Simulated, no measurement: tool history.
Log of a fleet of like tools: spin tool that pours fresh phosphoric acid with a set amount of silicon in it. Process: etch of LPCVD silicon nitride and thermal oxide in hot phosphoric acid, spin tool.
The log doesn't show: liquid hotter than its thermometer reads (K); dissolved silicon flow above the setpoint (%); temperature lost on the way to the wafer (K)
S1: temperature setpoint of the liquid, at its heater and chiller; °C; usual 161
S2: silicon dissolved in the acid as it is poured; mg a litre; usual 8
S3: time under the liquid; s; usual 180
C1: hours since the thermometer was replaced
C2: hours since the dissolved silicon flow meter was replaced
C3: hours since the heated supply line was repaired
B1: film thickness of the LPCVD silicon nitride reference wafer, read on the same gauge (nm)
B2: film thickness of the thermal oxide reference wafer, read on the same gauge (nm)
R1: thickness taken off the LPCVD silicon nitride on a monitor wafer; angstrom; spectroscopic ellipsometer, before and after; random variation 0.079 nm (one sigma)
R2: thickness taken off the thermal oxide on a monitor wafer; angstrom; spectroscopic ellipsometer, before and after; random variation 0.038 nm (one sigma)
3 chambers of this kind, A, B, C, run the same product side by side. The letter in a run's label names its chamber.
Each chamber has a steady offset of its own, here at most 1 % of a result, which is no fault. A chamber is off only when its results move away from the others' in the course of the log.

run	hour	S1	S2	S3	C1	C2	C3	B1	B2	R1	R2
1B	10.7	161	8	180	53.2	302.7	597.8	149.97	129.98	174.12	4.5335
2A	23.6	161	8	180	387	1470.4	441.2	150	130.01	172.93	4.281
3C	37.5	161	8	180	1496	609	1077.6	150	130.02	175.7	4.0748
4A	46	161	8	180	409.4	1492.8	463.6	150	129.94	172.06	5.0478
5C	60	161	8	180	1518.5	631.5	1100.1	150	130.02	174.96	5.0262
6B	72.1	158	8	180	114.6	364.1	659.2	149.99	130	157.9	3.9006
7C	84.5	158	8	180	1543	656	1124.6	150.01	130	158.79	4.0713
8B	92.9	158	8	180	135.4	384.9	680	150	129.99	157.24	3.4642
9A	101.7	162.5	8	95	465.1	1548.5	519.3	149.99	130.01	96.587	2.8351
10B	108.5	162.5	8	95	151	400.5	695.6	150	130.04	96.601	2.5658
11A	119.4	162.5	8	95	482.8	1566.2	537	149.98	130.01	96.003	2.865
12C	127.3	161	8	180	1585.8	698.8	1167.4	150.01	130.03	174	4.5964
13C	142.5	161	8	180	1601	714	1182.6	150.01	130.03	171.88	4.1445
14B	155.4	161	8	180	197.9	447.4	742.5	150.02	130.01	174.94	4.6561
15A	165.4	161	8	180	528.8	1612.2	583	150	130	174.01	4.7853
16A	175.5	161	8	180	538.9	1622.3	593.1	150	130.05	174.59	4.6901
17C	184.1	161	8	180	1642.6	755.6	1224.2	150.01	129.99	171.32	4.9284
18B	191.2	161	8	180	233.7	483.2	778.3	149.99	129.99	174.07	4.3366
19A	199.9	161	8	180	563.3	1646.7	617.5	149.99	130.02	173.56	4.9059
20C	208.7	161	8	180	1667.2	780.2	1248.8	149.99	130.01	170.51	3.5958
21B	221.8	161	8	180	264.3	513.8	808.9	150.01	130.03	174.05	4.8883
22B	233.4	161	8	180	275.9	525.4	820.5	150	130.02	174.15	5.0771
23A	245.7	161	8	180	609.1	1692.5	663.3	150	130.02	172.43	4.3436
24C	254.8	161	8	180	1713.3	826.3	1294.9	149.99	130.01	168.55	4.6276
25A	262.9	161	8	180	626.3	1709.7	680.5	150	129.99	171.95	4.1398
26B	273.7	161	8	180	316.2	565.7	860.8	149.99	130.02	173.4	4.7573
27C	283	161	8	145	1741.5	854.5	1323.1	149.97	129.98	136.1	3.518
28B	294	161	8	145	336.5	586	881.1	150.01	130.01	140.21	3.3886
# hour 303.6: chamber A: thermometer replaced
29A	304.9	161	8	145	1.4	1751.7	722.5	150	130.03	138.67	3.7047
30C	313.7	162.5	8	275	1772.2	885.2	1353.8	149.98	130.01	270.62	7.7607
31C	328.5	162.5	8	275	1787	900	1368.6	149.99	130.02	268.53	7.0095
32A	338.1	162.5	8	275	34.6	1784.9	755.7	149.99	130.03	277.99	8.0801
33B	352.8	161	8	180	395.3	644.8	939.9	149.99	129.99	173.39	4.8575
# hour 361.5: chamber B: heated supply line repaired
34C	362.2	161	8	180	1820.7	933.7	1402.3	149.98	130.03	163.99	4.1651
35B	373.7	161	8	180	416.2	665.7	12.2	150.01	130.05	175.62	5.1539
36A	384.1	161	8	180	80.6	1830.9	801.7	149.99	130.02	173.56	4.5323
37C	392.5	162.5	8	180	1851	964	1432.6	150	130.04	173.75	4.1629
38B	407.7	162.5	8	180	450.2	699.7	46.2	150	130	183.48	4.708

Next, every chamber runs the same settings. What will each give?
39A	418.8	161	8	180						?	?
39B	418.8	161	8	180						?	?
39C	418.8	161	8	180						?	?

run	R1	R2
39A	172.69	4.679
39B	174.77	5.3809
39C	164.98	3.7959

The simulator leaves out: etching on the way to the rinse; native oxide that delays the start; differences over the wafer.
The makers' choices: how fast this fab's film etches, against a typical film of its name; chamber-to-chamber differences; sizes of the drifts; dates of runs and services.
